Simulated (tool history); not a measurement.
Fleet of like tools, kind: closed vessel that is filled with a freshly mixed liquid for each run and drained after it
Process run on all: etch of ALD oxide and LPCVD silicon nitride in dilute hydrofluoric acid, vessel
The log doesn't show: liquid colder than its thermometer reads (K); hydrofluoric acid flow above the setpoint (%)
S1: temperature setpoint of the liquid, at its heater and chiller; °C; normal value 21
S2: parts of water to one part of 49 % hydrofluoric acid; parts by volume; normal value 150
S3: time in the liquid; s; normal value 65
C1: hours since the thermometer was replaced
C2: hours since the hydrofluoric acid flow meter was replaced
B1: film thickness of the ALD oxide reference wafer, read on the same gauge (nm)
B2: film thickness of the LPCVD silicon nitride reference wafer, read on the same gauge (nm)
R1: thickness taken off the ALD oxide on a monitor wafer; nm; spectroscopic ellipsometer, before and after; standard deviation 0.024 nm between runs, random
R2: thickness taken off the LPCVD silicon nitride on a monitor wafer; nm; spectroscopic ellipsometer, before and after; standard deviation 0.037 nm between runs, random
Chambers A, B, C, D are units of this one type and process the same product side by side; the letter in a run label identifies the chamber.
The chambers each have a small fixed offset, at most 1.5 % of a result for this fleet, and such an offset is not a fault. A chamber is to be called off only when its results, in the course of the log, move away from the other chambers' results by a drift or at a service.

Run 1D, hour 9.9: usual settings; C1 607.8; C2 1444.6; B1 40.004; B2 39.998. Result: R1 4.3368 nm, R2 0.23521 nm.
Run 2C, hour 20: usual settings; C1 1834.1; C2 842; B1 39.998; B2 39.998. Result: R1 4.441 nm, R2 0.19425 nm.
At hour 25.7: chamber D: hydrofluoric acid flow meter replaced.
Run 3A, hour 30.8: usual settings; C1 431.1; C2 957.6; B1 40.009; B2 40.016. Result: R1 4.3954 nm, R2 0.24686 nm.
Run 4B, hour 44.8: usual settings; C1 367.1; C2 900.3; B1 39.972; B2 39.996. Result: R1 4.28 nm, R2 0.14822 nm.
Run 5B, hour 51.3: usual settings but S1 18.5 °C; C1 373.6; C2 906.8; B1 40.007; B2 39.994. Result: R1 3.8986 nm, R2 0.15241 nm.
Run 6C, hour 60.5: usual settings but S1 18.5 °C; C1 1874.6; C2 882.5; B1 39.99; B2 39.998. Result: R1 4.0101 nm, R2 0.17509 nm.
At hour 62.6: chamber D: thermometer replaced.
Run 7A, hour 73.1: usual settings but S1 18.5 °C; C1 473.4; C2 999.9; B1 39.998; B2 39.995. Result: R1 3.9389 nm, R2 0.17844 nm.
Run 8D, hour 82.7: usual settings but S1 18.5 °C; C1 20.2; C2 57.1; B1 39.989; B2 40.008. Result: R1 3.8961 nm, R2 0.1448 nm.
Run 9D, hour 95.4: usual settings; C1 32.9; C2 69.8; B1 39.993; B2 40.004. Result: R1 4.2963 nm, R2 0.16469 nm.
Run 10B, hour 109.6: usual settings; C1 431.9; C2 965.1; B1 39.998; B2 40.008. Result: R1 4.3914 nm, R2 0.18439 nm.
Run 11C, hour 124.1: usual settings but S3 105 s; C1 1938.2; C2 946.1; B1 40; B2 39.988. Result: R1 7.1935 nm, R2 0.34029 nm.
Run 12A, hour 136.9: usual settings but S3 105 s; C1 537.2; C2 1063.7; B1 40.018; B2 39.99. Result: R1 7.0747 nm, R2 0.37715 nm.
Run 13B, hour 149.3: usual settings but S3 105 s; C1 471.6; C2 1004.8; B1 40.023; B2 39.982. Result: R1 7.0214 nm, R2 0.40796 nm.
Run 14A, hour 159.4: usual settings but S3 105 s; C1 559.7; C2 1086.2; B1 40; B2 39.988. Result: R1 7.0397 nm, R2 0.32089 nm.
Run 15D, hour 174.1: usual settings; C1 111.6; C2 148.5; B1 39.989; B2 39.992. Result: R1 4.3702 nm, R2 0.21782 nm.
Run 16C, hour 186.8: usual settings but S2 190 parts by volume, S3 95 s; C1 2000.9; C2 1008.8; B1 40.009; B2 39.981. Result: R1 4.8509 nm, R2 0.20797 nm.
Run 17D, hour 194.4: usual settings but S2 190 parts by volume, S3 95 s; C1 131.9; C2 168.8; B1 40.001; B2 39.979. Result: R1 4.7637 nm, R2 0.2577 nm.
Run 18B, hour 201.1: usual settings but S2 190 parts by volume, S3 95 s; C1 523.4; C2 1056.6; B1 39.957; B2 40.022. Result: R1 4.8134 nm, R2 0.18323 nm.
Run 19A, hour 211.1: usual settings but S2 190 parts by volume, S3 95 s; C1 611.4; C2 1137.9; B1 40.012; B2 39.992. Result: R1 4.8309 nm, R2 0.19131 nm.
Run 20C, hour 219.1: usual settings but S2 100 parts by volume, S3 30 s; C1 2033.2; C2 1041.1; B1 40.003; B2 39.994. Result: R1 3.2393 nm, R2 0.13363 nm.
Run 21A, hour 228.1: usual settings but S2 100 parts by volume, S3 30 s; C1 628.4; C2 1154.9; B1 40.006; B2 40.005. Result: R1 3.235 nm, R2 0.10652 nm.
Run 22B, hour 241.6: usual settings but S2 100 parts by volume, S3 30 s; C1 563.9; C2 1097.1; B1 39.994; B2 39.989. Result: R1 3.1718 nm, R2 0.11911 nm.
Run 23C, hour 254.9: usual settings but S2 100 parts by volume, S3 30 s; C1 2069; C2 1076.9; B1 40.011; B2 39.996. Result: R1 3.2593 nm, R2 0.17462 nm.
Run 24D, hour 269.6: usual settings; C1 207.1; C2 244; B1 39.984; B2 40. Result: R1 4.3323 nm, R2 0.22626 nm.
Run 25C, hour 276.5: usual settings but S3 105 s; C1 2090.6; C2 1098.5; B1 39.997; B2 39.991. Result: R1 7.0976 nm, R2 0.3979 nm.
Run 26A, hour 291.1: usual settings but S3 105 s; C1 691.4; C2 1217.9; B1 39.979; B2 39.992. Result: R1 7.0499 nm, R2 0.30999 nm.
Run 27B, hour 304.6: usual settings but S3 105 s; C1 626.9; C2 1160.1; B1 39.998; B2 40.022. Result: R1 6.9795 nm, R2 0.39539 nm.
Run 28D, hour 318.8: usual settings but S3 105 s; C1 256.3; C2 293.2; B1 39.98; B2 40.01. Result: R1 6.9694 nm, R2 0.24865 nm.
Run 29C, hour 329.8: usual settings; C1 2143.9; C2 1151.8; B1 40.004; B2 40.003. Result: R1 4.4272 nm, R2 0.2236 nm.
Run 30D, hour 339.1: usual settings; C1 276.6; C2 313.5; B1 40.015; B2 39.983. Result: R1 4.2887 nm, R2 0.23388 nm.
Run 31A, hour 347.1: usual settings; C1 747.4; C2 1273.9; B1 39.976; B2 40.005. Result: R1 4.3504 nm, R2 0.16052 nm.
Run 32B, hour 356.3: usual settings; C1 678.6; C2 1211.8; B1 40.015; B2 39.986. Result: R1 4.323 nm, R2 0.19634 nm.
Run 33A, hour 366.9: usual settings; C1 767.2; C2 1293.7; B1 39.992; B2 40.001. Result: R1 4.3482 nm, R2 0.1777 nm.
Run 34B, hour 373.5: usual settings; C1 695.8; C2 1229; B1 40.002; B2 39.983. Result: R1 4.3738 nm, R2 0.21607 nm.
Run 35D, hour 380.8: usual settings but S2 85 parts by volume; C1 318.3; C2 355.2; B1 40.009; B2 40.006. Result: R1 8.1879 nm, R2 0.4214 nm.
Run 36C, hour 392.7: usual settings but S2 85 parts by volume; C1 2206.8; C2 1214.7; B1 40.007; B2 39.99. Result: R1 8.5184 nm, R2 0.29141 nm.

One chamber off, gauge drift, or nothing amiss beyond the chambers' own small offsets? If it is a chamber, which one, and what is the likeliest cause?

Nothing is wrong: each chamber keeps only its own small, steady offset and the gauge holds still.

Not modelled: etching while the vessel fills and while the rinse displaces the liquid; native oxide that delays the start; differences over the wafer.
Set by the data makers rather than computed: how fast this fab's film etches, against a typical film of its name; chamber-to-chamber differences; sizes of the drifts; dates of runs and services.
